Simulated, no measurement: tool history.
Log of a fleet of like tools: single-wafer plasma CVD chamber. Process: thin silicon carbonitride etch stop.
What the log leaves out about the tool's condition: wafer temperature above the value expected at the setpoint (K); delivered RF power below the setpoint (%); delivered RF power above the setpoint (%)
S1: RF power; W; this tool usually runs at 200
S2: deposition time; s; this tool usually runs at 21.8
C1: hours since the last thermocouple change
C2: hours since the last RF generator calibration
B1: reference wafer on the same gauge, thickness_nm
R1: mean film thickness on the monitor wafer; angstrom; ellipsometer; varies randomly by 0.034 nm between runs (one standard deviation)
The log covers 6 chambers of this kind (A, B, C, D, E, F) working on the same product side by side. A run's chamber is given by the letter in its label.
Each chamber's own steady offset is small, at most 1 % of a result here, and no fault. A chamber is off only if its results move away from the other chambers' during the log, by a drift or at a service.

run   hour   S1    S2      C1      C2      B1      R1
       0.2  -- chamber C: RF generator calibrated
 1D   10.2  200  21.8   240.6   938.3  13.905  125.46
 2A   21.7  200  21.8    68.3   640.1  13.907  124.47
 3B   35.3  200  21.8  1453.9   531.6  13.897   124.6
 4E     46  200  21.8  1040.9   892.1  13.905  124.06
 5C   56.5  200  21.8   116.8    56.4  13.903  123.23
      61.7  -- chamber D: RF generator calibrated
 6F   68.9  200  21.8   456.4   757.2  13.899  124.43
 7B   76.7  200  21.8  1495.3     573  13.908  124.08
 8F   85.7  200  21.8   473.2     774  13.892  124.17
 9C  102.3  200  21.8   162.6   102.2  13.906  123.49
10E  114.1  225  21.8    1109   960.2  13.911  129.06
11D    122  225  21.8   352.4    60.4  13.894  129.57
     134.4  -- chamber F: RF generator calibrated
12A  134.9  225  21.8   181.5   753.3    13.9  128.96
13E  147.2  225  21.8  1142.1   993.3    13.9  128.93
14F  154.9  225  21.8   542.4    20.5  13.891  128.82
15D  162.5  225  21.8   392.9   100.9  13.902  129.95
16C  175.9  200  21.8   236.2   175.8  13.885  124.32
17B  184.7  215  23.5  1603.3     681   13.91  137.52
18A  198.7  215  23.5   245.3   817.1  13.894  137.81
19B  215.1  215  23.5  1633.7   711.4   13.89  137.33
     217.3  -- chamber E: thermocouple changed; heater temperature recalibrated
20D  229.2  215  23.5   459.6   167.6  13.899  137.81
21C  239.8  215  23.5   300.1   239.7  13.903  136.33
22F  247.3  215  23.5   634.8   112.9  13.903  137.14
23E  259.4  165  21.8    42.1  1105.5   13.91  117.32
24A    272  165  21.8   318.6   890.4  13.896  116.82
25E  285.9  165  21.8    68.6    1132  13.894  117.05
26D  293.2  165  21.8   523.6   231.6  13.902  118.64
     307.7  -- chamber B: RF generator calibrated
27A  308.8  165  21.8   355.4   927.2  13.904  117.54
28F  324.8  165  21.8   712.3   190.4    13.9   117.5
29C  332.4  200  21.8   392.7   332.3  13.905  123.38
30B  339.9  200  21.8  1758.5    32.2  13.903  124.22
31A  347.5  200  21.8   394.1   965.9  13.895  125.17
32F    357  200  21.8   744.5   222.6  13.894  124.19
33B    369  200  21.8  1787.6    61.3  13.908  124.62
34E  377.9  200  21.8   160.6    1224  13.889  124.25
35C  391.6  200  21.8   451.9   391.5  13.901  123.37
36D  399.6  200  21.8     630     338  13.896  125.21
37C    416  200  21.8   476.3   415.9  13.908  123.26
38B  427.9  200  21.8  1846.5   120.2  13.902  124.47
39F  436.3  200  21.8   823.8   301.9    13.9   124.2

Which is it: a chamber that has drifted or been left off by a service, a gauge drift common to all chambers, or only each chamber's usual small offset? If a chamber is off, name it and its likeliest cause.

All chambers stay in line apart from their small fixed offsets, and the gauge does not drift.
